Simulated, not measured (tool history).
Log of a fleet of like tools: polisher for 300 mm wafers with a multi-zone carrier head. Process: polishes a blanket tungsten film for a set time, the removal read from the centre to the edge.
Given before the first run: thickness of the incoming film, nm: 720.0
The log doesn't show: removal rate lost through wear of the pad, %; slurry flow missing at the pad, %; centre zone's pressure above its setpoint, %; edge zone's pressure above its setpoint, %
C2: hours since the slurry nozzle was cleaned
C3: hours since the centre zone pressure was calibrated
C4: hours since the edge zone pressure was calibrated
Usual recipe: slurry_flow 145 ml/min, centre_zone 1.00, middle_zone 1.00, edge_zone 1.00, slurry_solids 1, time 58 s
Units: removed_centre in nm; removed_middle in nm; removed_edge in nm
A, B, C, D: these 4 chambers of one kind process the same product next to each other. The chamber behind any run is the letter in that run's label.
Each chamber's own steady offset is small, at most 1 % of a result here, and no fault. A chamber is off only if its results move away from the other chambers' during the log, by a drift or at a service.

{"day": 0.242, "done": "chamber A: worn pad replaced by a new one"}
{"run": "1C", "day": 0.404, "slurry_flow": 145, "centre_zone": 1.0, "middle_zone": 1.0, "edge_zone": 1.0, "slurry_solids": 1, "time": 58, "wafers polished on this pad": 161, "C2": 51.3, "C3": 323.5, "C4": 823.0, "removed_centre": 306.41, "removed_middle": 311.78, "removed_edge": 304.3}
{"day": 0.538, "done": "chamber C: edge zone pressure recalibrated"}
{"run": "2B", "day": 0.967, "slurry_flow": 145, "centre_zone": 1.0, "middle_zone": 1.0, "edge_zone": 1.0, "slurry_solids": 1, "time": 58, "wafers polished on this pad": 732, "C2": 255.9, "C3": 25.7, "C4": 473.2, "removed_centre": 303.89, "removed_middle": 307.2, "removed_edge": 308.09}
{"run": "3D", "day": 1.512, "slurry_flow": 145, "centre_zone": 1.0, "middle_zone": 1.0, "edge_zone": 1.0, "slurry_solids": 1, "time": 58, "wafers polished on this pad": 856, "C2": 517.4, "C3": 645.3, "C4": 316.0, "removed_centre": 304.98, "removed_middle": 307.06, "removed_edge": 304.0}
{"day": 1.746, "done": "chamber B: worn pad replaced by a new one"}
{"day": 1.804, "done": "chamber D: worn pad replaced by a new one"}
{"run": "4A", "day": 1.988, "slurry_flow": 145, "centre_zone": 1.0, "middle_zone": 1.0, "edge_zone": 1.0, "slurry_solids": 1, "time": 58, "wafers polished on this pad": 493, "C2": 486.7, "C3": 817.2, "C4": 743.8, "removed_centre": 306.25, "removed_middle": 306.42, "removed_edge": 307.08}
{"day": 2.321, "done": "chamber D: edge zone pressure recalibrated"}
{"run": "5C", "day": 2.521, "slurry_flow": 145, "centre_zone": 0.96, "middle_zone": 1.0, "edge_zone": 0.9, "slurry_solids": 1, "time": 58, "wafers polished on this pad": 758, "C2": 102.1, "C3": 374.3, "C4": 47.7, "removed_centre": 297.24, "removed_middle": 312.97, "removed_edge": 290.44}
{"run": "6D", "day": 2.958, "slurry_flow": 145, "centre_zone": 0.96, "middle_zone": 1.0, "edge_zone": 0.9, "slurry_solids": 1, "time": 58, "wafers polished on this pad": 326, "C2": 552.1, "C3": 680.0, "C4": 15.4, "removed_centre": 295.97, "removed_middle": 310.32, "removed_edge": 291.02}
{"day": 3.262, "done": "chamber A: worn pad replaced by a new one"}
{"day": 3.388, "done": "chamber C: worn pad replaced by a new one"}
{"run": "7A", "day": 3.533, "slurry_flow": 145, "centre_zone": 0.96, "middle_zone": 1.0, "edge_zone": 0.9, "slurry_solids": 1, "time": 58, "wafers polished on this pad": 77, "C2": 523.8, "C3": 854.3, "C4": 780.9, "removed_centre": 297.72, "removed_middle": 312.76, "removed_edge": 291.83}
{"run": "8B", "day": 3.908, "slurry_flow": 145, "centre_zone": 0.96, "middle_zone": 1.0, "edge_zone": 0.9, "slurry_solids": 1, "time": 58, "wafers polished on this pad": 609, "C2": 326.5, "C3": 96.3, "C4": 543.8, "removed_centre": 288.74, "removed_middle": 303.67, "removed_edge": 285.86}
{"day": 4.338, "done": "chamber C: centre zone pressure recalibrated"}
{"run": "9D", "day": 4.354, "slurry_flow": 145, "centre_zone": 1.0, "middle_zone": 1.0, "edge_zone": 1.0, "slurry_solids": 1, "time": 58, "wafers polished on this pad": 719, "C2": 585.6, "C3": 713.5, "C4": 48.9, "removed_centre": 309.97, "removed_middle": 307.83, "removed_edge": 303.14}
{"run": "10C", "day": 4.7, "slurry_flow": 145, "centre_zone": 1.0, "middle_zone": 1.0, "edge_zone": 1.0, "slurry_solids": 1, "time": 58, "wafers polished on this pad": 370, "C2": 154.4, "C3": 8.7, "C4": 100.0, "removed_centre": 306.93, "removed_middle": 308.45, "removed_edge": 307.65}
{"day": 5.129, "done": "chamber A: centre zone pressure recalibrated"}
{"day": 5.25, "done": "chamber D: worn pad replaced by a new one"}
{"run": "11B", "day": 5.267, "slurry_flow": 145, "centre_zone": 1.0, "middle_zone": 1.0, "edge_zone": 1.0, "slurry_solids": 1, "time": 58, "wafers polished on this pad": 992, "C2": 359.1, "C3": 128.9, "C4": 576.4, "removed_centre": 302.92, "removed_middle": 304.87, "removed_edge": 305.93}
{"day": 5.317, "done": "chamber B: worn pad replaced by a new one"}
{"run": "12A", "day": 5.85, "slurry_flow": 145, "centre_zone": 1.0, "middle_zone": 1.0, "edge_zone": 1.0, "slurry_solids": 1, "time": 58, "wafers polished on this pad": 730, "C2": 579.4, "C3": 17.3, "C4": 836.5, "removed_centre": 307.37, "removed_middle": 302.25, "removed_edge": 307.27}
{"day": 6.283, "done": "chamber A: worn pad replaced by a new one"}
{"run": "13D", "day": 6.521, "slurry_flow": 145, "centre_zone": 1.0, "middle_zone": 1.0, "edge_zone": 1.0, "slurry_solids": 1, "time": 58, "wafers polished on this pad": 358, "C2": 637.6, "C3": 765.5, "C4": 100.9, "removed_centre": 308.98, "removed_middle": 312.11, "removed_edge": 305.36}
{"day": 6.633, "done": "chamber C: worn pad replaced by a new one"}
{"run": "14A", "day": 7.0, "slurry_flow": 145, "centre_zone": 1.0, "middle_zone": 1.0, "edge_zone": 1.0, "slurry_solids": 1, "time": 58, "wafers polished on this pad": 203, "C2": 607.0, "C3": 44.9, "C4": 864.1, "removed_centre": 301.96, "removed_middle": 300.57, "removed_edge": 308.2}
{"run": "15C", "day": 7.438, "slurry_flow": 145, "centre_zone": 1.0, "middle_zone": 1.0, "edge_zone": 1.0, "slurry_solids": 1, "time": 58, "wafers polished on this pad": 227, "C2": 220.1, "C3": 74.4, "C4": 165.7, "removed_centre": 306.33, "removed_middle": 302.78, "removed_edge": 308.15}
{"run": "16B", "day": 7.754, "slurry_flow": 145, "centre_zone": 1.0, "middle_zone": 1.0, "edge_zone": 1.0, "slurry_solids": 1, "time": 58, "wafers polished on this pad": 688, "C2": 418.8, "C3": 188.6, "C4": 636.1, "removed_centre": 309.56, "removed_middle": 304.59, "removed_edge": 310.01}
{"run": "17A", "day": 8.058, "slurry_flow": 145, "centre_zone": 1.0, "middle_zone": 1.0, "edge_zone": 1.06, "slurry_solids": 1, "time": 58, "wafers polished on this pad": 501, "C2": 632.4, "C3": 70.3, "C4": 889.5, "removed_centre": 303.91, "removed_middle": 300.82, "removed_edge": 312.92}
{"day": 8.362, "done": "chamber B: worn pad replaced by a new one"}
{"run": "18D", "day": 8.383, "slurry_flow": 145, "centre_zone": 1.0, "middle_zone": 1.0, "edge_zone": 1.06, "slurry_solids": 1, "time": 58, "wafers polished on this pad": 883, "C2": 682.3, "C3": 810.2, "C4": 145.6, "removed_centre": 308.39, "removed_middle": 309.61, "removed_edge": 313.82}
{"run": "19C", "day": 8.938, "slurry_flow": 145, "centre_zone": 1.0, "middle_zone": 1.0, "edge_zone": 1.06, "slurry_solids": 1, "time": 58, "wafers polished on this pad": 650, "C2": 256.1, "C3": 110.4, "C4": 201.7, "removed_centre": 306.98, "removed_middle": 304.84, "removed_edge": 314.44}
{"day": 9.233, "done": "chamber A: worn pad replaced by a new one"}
{"run": "20B", "day": 9.392, "slurry_flow": 145, "centre_zone": 1.0, "middle_zone": 1.0, "edge_zone": 1.06, "slurry_solids": 1, "time": 58, "wafers polished on this pad": 290, "C2": 458.1, "C3": 227.9, "C4": 675.4, "removed_centre": 297.62, "removed_middle": 304.13, "removed_edge": 315.44}
{"day": 9.558, "done": "chamber D: worn pad replaced by a new one"}
{"day": 9.558, "done": "chamber C: worn pad replaced by a new one"}
{"run": "21D", "day": 9.933, "slurry_flow": 145, "centre_zone": 1.0, "middle_zone": 1.0, "edge_zone": 1.0, "slurry_solids": 1, "time": 58, "wafers polished on this pad": 105, "C2": 719.5, "C3": 847.4, "C4": 182.8, "removed_centre": 312.94, "removed_middle": 311.8, "removed_edge": 306.8}
{"day": 10.133, "done": "chamber A: edge zone pressure recalibrated"}
{"run": "22B", "day": 10.388, "slurry_flow": 145, "centre_zone": 1.0, "middle_zone": 1.0, "edge_zone": 1.0, "slurry_solids": 1, "time": 58, "wafers polished on this pad": 571, "C2": 482.0, "C3": 251.8, "C4": 699.3, "removed_centre": 304.36, "removed_middle": 309.41, "removed_edge": 301.52}
{"run": "23C", "day": 10.854, "slurry_flow": 145, "centre_zone": 1.0, "middle_zone": 1.0, "edge_zone": 1.0, "slurry_solids": 1, "time": 58, "wafers polished on this pad": 365, "C2": 302.1, "C3": 156.4, "C4": 247.7, "removed_centre": 303.33, "removed_middle": 309.55, "removed_edge": 306.03}
{"run": "24A", "day": 11.462, "slurry_flow": 145, "centre_zone": 1.0, "middle_zone": 1.0, "edge_zone": 1.0, "slurry_solids": 1, "time": 58, "wafers polished on this pad": 628, "C2": 714.1, "C3": 152.0, "C4": 32.0, "removed_centre": 285.99, "removed_middle": 283.04, "removed_edge": 295.17}
{"day": 11.596, "done": "chamber B: worn pad replaced by a new one"}
{"run": "25B", "day": 12.092, "slurry_flow": 145, "centre_zone": 1.0, "middle_zone": 0.89, "edge_zone": 1.0, "slurry_solids": 1, "time": 67, "wafers polished on this pad": 140, "C2": 522.9, "C3": 292.7, "C4": 740.2, "removed_centre": 354.62, "removed_middle": 316.22, "removed_edge": 353.41}
{"day": 12.338, "done": "chamber C: worn pad replaced by a new one"}
{"day": 12.5, "done": "chamber A: worn pad replaced by a new one"}
{"run": "26D", "day": 12.758, "slurry_flow": 145, "centre_zone": 1.0, "middle_zone": 0.89, "edge_zone": 1.0, "slurry_solids": 1, "time": 67, "wafers polished on this pad": 902, "C2": 787.3, "C3": 915.2, "C4": 250.6, "removed_centre": 357.12, "removed_middle": 324.5, "removed_edge": 352.98}
{"run": "27A", "day": 13.096, "slurry_flow": 145, "centre_zone": 1.0, "middle_zone": 0.89, "edge_zone": 1.0, "slurry_solids": 1, "time": 67, "wafers polished on this pad": 168, "C2": 753.3, "C3": 191.2, "C4": 71.2, "removed_centre": 325.27, "removed_middle": 295.5, "removed_edge": 338.46}
{"run": "28C", "day": 13.517, "slurry_flow": 145, "centre_zone": 1.0, "middle_zone": 0.89, "edge_zone": 1.0, "slurry_solids": 1, "time": 67, "wafers polished on this pad": 333, "C2": 366.0, "C3": 220.3, "C4": 311.6, "removed_centre": 367.02, "removed_middle": 314.19, "removed_edge": 352.97}
{"day": 13.675, "done": "chamber D: worn pad replaced by a new one"}
{"run": "29A", "day": 13.95, "slurry_flow": 145, "centre_zone": 1.0, "middle_zone": 1.0, "edge_zone": 1.0, "slurry_solids": 1, "time": 58, "wafers polished on this pad": 409, "C2": 773.8, "C3": 211.7, "C4": 91.7, "removed_centre": 275.66, "removed_middle": 282.31, "removed_edge": 288.47}
{"run": "30D", "day": 14.383, "slurry_flow": 145, "centre_zone": 1.0, "middle_zone": 1.0, "edge_zone": 1.0, "slurry_solids": 1, "time": 58, "wafers polished on this pad": 199, "C2": 826.3, "C3": 954.2, "C4": 289.6, "removed_centre": 308.63, "removed_middle": 318.39, "removed_edge": 306.2}

Is one chamber off against the others, does the gauge drift, or is nothing wrong? If a chamber is off, say which, and what the likeliest cause is.

Chamber A drifts away from the others.
What lies behind it: slurry flow missing at the pad, % = 35.3.

Which of the 4 candidates below, each the usual settings with something changed and its results left as question marks, puts chamber A back in line with what the other chambers give on the usual settings?
Maximum distance from the other chambers' mean on the usual settings for a result to count as in line: removed_centre 14.00 nm; removed_middle 11.00 nm; removed_edge 6.80 nm
{"run": "31A-1", "day": 14.871, "slurry_flow": 155, "centre_zone": 1.03, "middle_zone": 1.02, "edge_zone": 0.98, "slurry_solids": 1, "time": 62, "removed_centre": "?", "removed_middle": "?", "removed_edge": "?"}
{"run": "31A-2", "day": 14.871, "slurry_flow": 135, "centre_zone": 0.97, "middle_zone": 0.98, "edge_zone": 1.02, "slurry_solids": 1, "time": 54, "removed_centre": "?", "removed_middle": "?", "removed_edge": "?"}
{"run": "31A-3", "day": 14.871, "slurry_flow": 150, "centre_zone": 1.01, "middle_zone": 1.01, "edge_zone": 0.99, "slurry_solids": 1, "time": 60, "removed_centre": "?", "removed_middle": "?", "removed_edge": "?"}
{"run": "31A-4", "day": 14.871, "slurry_flow": 140, "centre_zone": 0.99, "middle_zone": 0.99, "edge_zone": 1.01, "slurry_solids": 1, "time": 56, "removed_centre": "?", "removed_middle": "?", "removed_edge": "?"}

Average result of the remaining chambers running the usual settings: removed_centre 307.54 nm; removed_middle 307.74 nm; removed_edge 305.71 nm
run=31A-1 removed_centre=308.41 removed_middle=305.61 removed_edge=306.48
run=31A-2 removed_centre=239.56 removed_middle=246.19 removed_edge=265.21
run=31A-3 removed_centre=288.95 removed_middle=290.38 removed_edge=296.31
run=31A-4 removed_centre=257.51 removed_middle=260.65 removed_edge=275.67
31A-1 brings the chamber back in line.
